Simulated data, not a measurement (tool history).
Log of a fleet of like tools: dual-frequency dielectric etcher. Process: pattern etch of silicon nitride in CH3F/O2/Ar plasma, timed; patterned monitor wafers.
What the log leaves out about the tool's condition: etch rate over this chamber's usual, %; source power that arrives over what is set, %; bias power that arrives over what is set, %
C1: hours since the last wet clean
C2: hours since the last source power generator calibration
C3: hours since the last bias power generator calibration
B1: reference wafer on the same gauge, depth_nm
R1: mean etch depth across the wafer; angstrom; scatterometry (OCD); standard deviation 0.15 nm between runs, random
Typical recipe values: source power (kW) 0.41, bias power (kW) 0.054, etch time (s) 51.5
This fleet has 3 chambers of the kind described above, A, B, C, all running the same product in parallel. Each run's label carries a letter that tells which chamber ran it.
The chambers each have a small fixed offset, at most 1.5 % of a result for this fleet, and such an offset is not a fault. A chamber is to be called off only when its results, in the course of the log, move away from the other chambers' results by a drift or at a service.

Run 1B, hour 11.4: usual settings; C1 366.2; C2 1890.5; C3 1607.1; B1 38.822. Result: R1 331.08 angstrom.
Run 2C, hour 22.4: usual settings; C1 440.8; C2 238.5; C3 57.4; B1 38.754. Result: R1 326.53 angstrom.
Run 3A, hour 34.5: usual settings; C1 65.9; C2 2072.5; C3 1421.6; B1 38.856. Result: R1 333.02 angstrom.
Run 4A, hour 41.6: usual settings; C1 73; C2 2079.6; C3 1428.7; B1 38.836. Result: R1 330.04 angstrom.
Run 5B, hour 52.1: usual settings but source power (kW) 0.36, etch time (s) 58.5; C1 406.9; C2 1931.2; C3 1647.8; B1 38.773. Result: R1 358.28 angstrom.
Run 6C, hour 66.1: usual settings but source power (kW) 0.36, etch time (s) 58.5; C1 484.5; C2 282.2; C3 101.1; B1 38.848. Result: R1 354.06 angstrom.
At hour 69.2: chamber B: wet clean of the chamber.
Run 7A, hour 74.5: usual settings but source power (kW) 0.36, etch time (s) 58.5; C1 105.9; C2 2112.5; C3 1461.6; B1 38.791. Result: R1 358.22 angstrom.
Run 8B, hour 90: usual settings; C1 20.8; C2 1969.1; C3 1685.7; B1 38.792. Result: R1 327.21 angstrom.
Run 9C, hour 97.2: usual settings but bias power (kW) 0.049, etch time (s) 61; C1 515.6; C2 313.3; C3 132.2; B1 38.805. Result: R1 371.96 angstrom.
Run 10B, hour 111.2: usual settings but bias power (kW) 0.049, etch time (s) 61; C1 42; C2 1990.3; C3 1706.9; B1 38.807. Result: R1 379.29 angstrom.
Run 11A, hour 125.5: usual settings but bias power (kW) 0.049, etch time (s) 61; C1 156.9; C2 2163.5; C3 1512.6; B1 38.786. Result: R1 384.14 angstrom.
Run 12C, hour 136: usual settings; C1 554.4; C2 352.1; C3 171; B1 38.758. Result: R1 328.1 angstrom.
Run 13A, hour 144.1: usual settings; C1 175.5; C2 2182.1; C3 1531.2; B1 38.83. Result: R1 333.81 angstrom.
Run 14C, hour 159.1: usual settings; C1 577.5; C2 375.2; C3 194.1; B1 38.807. Result: R1 327.19 angstrom.
Run 15B, hour 171: usual settings but source power (kW) 0.5, etch time (s) 61.5; C1 101.8; C2 2050.1; C3 1766.7; B1 38.805. Result: R1 424.39 angstrom.
Run 16C, hour 182.2: usual settings but source power (kW) 0.5, etch time (s) 61.5; C1 600.6; C2 398.3; C3 217.2; B1 38.851. Result: R1 418.61 angstrom.
At hour 191.3: chamber C: wet clean of the chamber.
Run 17A, hour 191.7: usual settings but source power (kW) 0.5, etch time (s) 61.5; C1 223.1; C2 2229.7; C3 1578.8; B1 38.79. Result: R1 431.27 angstrom.
Run 18B, hour 202.1: usual settings but bias power (kW) 0.041, etch time (s) 64; C1 132.9; C2 2081.2; C3 1797.8; B1 38.783. Result: R1 377.2 angstrom.
Run 19C, hour 213.5: usual settings but bias power (kW) 0.041, etch time (s) 64; C1 22.2; C2 429.6; C3 248.5; B1 38.833. Result: R1 373.34 angstrom.
Run 20B, hour 220.5: usual settings but bias power (kW) 0.041, etch time (s) 64; C1 151.3; C2 2099.6; C3 1816.2; B1 38.792. Result: R1 372.16 angstrom.
At hour 223.7: chamber B: bias power generator calibrated.
Run 21A, hour 234.4: usual settings but bias power (kW) 0.065, etch time (s) 46; C1 265.8; C2 2272.4; C3 1621.5; B1 38.738. Result: R1 318.48 angstrom.
Run 22B, hour 248.9: usual settings but bias power (kW) 0.065, etch time (s) 46; C1 179.7; C2 2128; C3 25.2; B1 38.76. Result: R1 311.98 angstrom.
At hour 250.7: chamber A: source power generator calibrated.
Run 23C, hour 260.9: usual settings but bias power (kW) 0.065, etch time (s) 46; C1 69.6; C2 477; C3 295.9; B1 38.842. Result: R1 311.66 angstrom.
Run 24A, hour 268.2: usual settings; C1 299.6; C2 17.6; C3 1655.3; B1 38.816. Result: R1 332.27 angstrom.
Run 25B, hour 278.1: usual settings; C1 208.9; C2 2157.2; C3 54.4; B1 38.805. Result: R1 331.62 angstrom.
Run 26C, hour 290.1: usual settings; C1 98.8; C2 506.2; C3 325.1; B1 38.8. Result: R1 327.56 angstrom.
Run 27A, hour 299.9: usual settings; C1 331.3; C2 49.3; C3 1687; B1 38.78. Result: R1 332.71 angstrom.
Run 28B, hour 308: usual settings; C1 238.8; C2 2187.1; C3 84.3; B1 38.781. Result: R1 331.42 angstrom.
Run 29A, hour 320.6: usual settings; C1 352; C2 70; C3 1707.7; B1 38.836. Result: R1 332.45 angstrom.
Run 30C, hour 328.4: usual settings but source power (kW) 0.49, bias power (kW) 0.058; C1 137.1; C2 544.5; C3 363.4; B1 38.784. Result: R1 357.5 angstrom.
Run 31C, hour 341.8: usual settings but source power (kW) 0.49, bias power (kW) 0.058; C1 150.5; C2 557.9; C3 376.8; B1 38.799. Result: R1 359.32 angstrom.
Run 32B, hour 354.9: usual settings but source power (kW) 0.49, bias power (kW) 0.058; C1 285.7; C2 2234; C3 131.2; B1 38.769. Result: R1 362.67 angstrom.
Run 33A, hour 362.9: usual settings; C1 394.3; C2 112.3; C3 1750; B1 38.787. Result: R1 331.95 angstrom.
Run 34B, hour 378.5: usual settings but source power (kW) 0.46, bias power (kW) 0.047; C1 309.3; C2 2257.6; C3 154.8; B1 38.779. Result: R1 329.5 angstrom.
Run 35A, hour 390.5: usual settings but source power (kW) 0.46, bias power (kW) 0.047; C1 421.9; C2 139.9; C3 1777.6; B1 38.776. Result: R1 334.9 angstrom.
Run 36C, hour 406.3: usual settings but source power (kW) 0.46, bias power (kW) 0.047; C1 215; C2 622.4; C3 441.3; B1 38.817. Result: R1 325.01 angstrom.
Run 37C, hour 417.1: usual settings; C1 225.8; C2 633.2; C3 452.1; B1 38.83. Result: R1 328.63 angstrom.
At hour 425.4: chamber B: wet clean of the chamber.
Run 38A, hour 430.6: usual settings; C1 462; C2 180; C3 1817.7; B1 38.836. Result: R1 333.59 angstrom.
Run 39B, hour 439.5: usual settings; C1 14.2; C2 2318.6; C3 215.8; B1 38.833. Result: R1 330.25 angstrom.
Run 40A, hour 451.4: usual settings; C1 482.8; C2 200.8; C3 1838.5; B1 38.836. Result: R1 332.65 angstrom.
Run 41B, hour 462.8: usual settings; C1 37.5; C2 2341.9; C3 239.1; B1 38.789. Result: R1 328.5 angstrom.
Run 42C, hour 471.3: usual settings but bias power (kW) 0.041; C1 280; C2 687.4; C3 506.3; B1 38.76. Result: R1 302.96 angstrom.

Next, every chamber runs the same settings. What will each give?
Run 43A, hour 482.7: usual settings but bias power (kW) 0.043. Result: R1 ?.
Run 43B, hour 482.7: usual settings but bias power (kW) 0.043. Result: R1 ?.
Run 43C, hour 482.7: usual settings but bias power (kW) 0.043. Result: R1 ?.

run      R1
43A  311.27
43B  307.36
43C  305.46
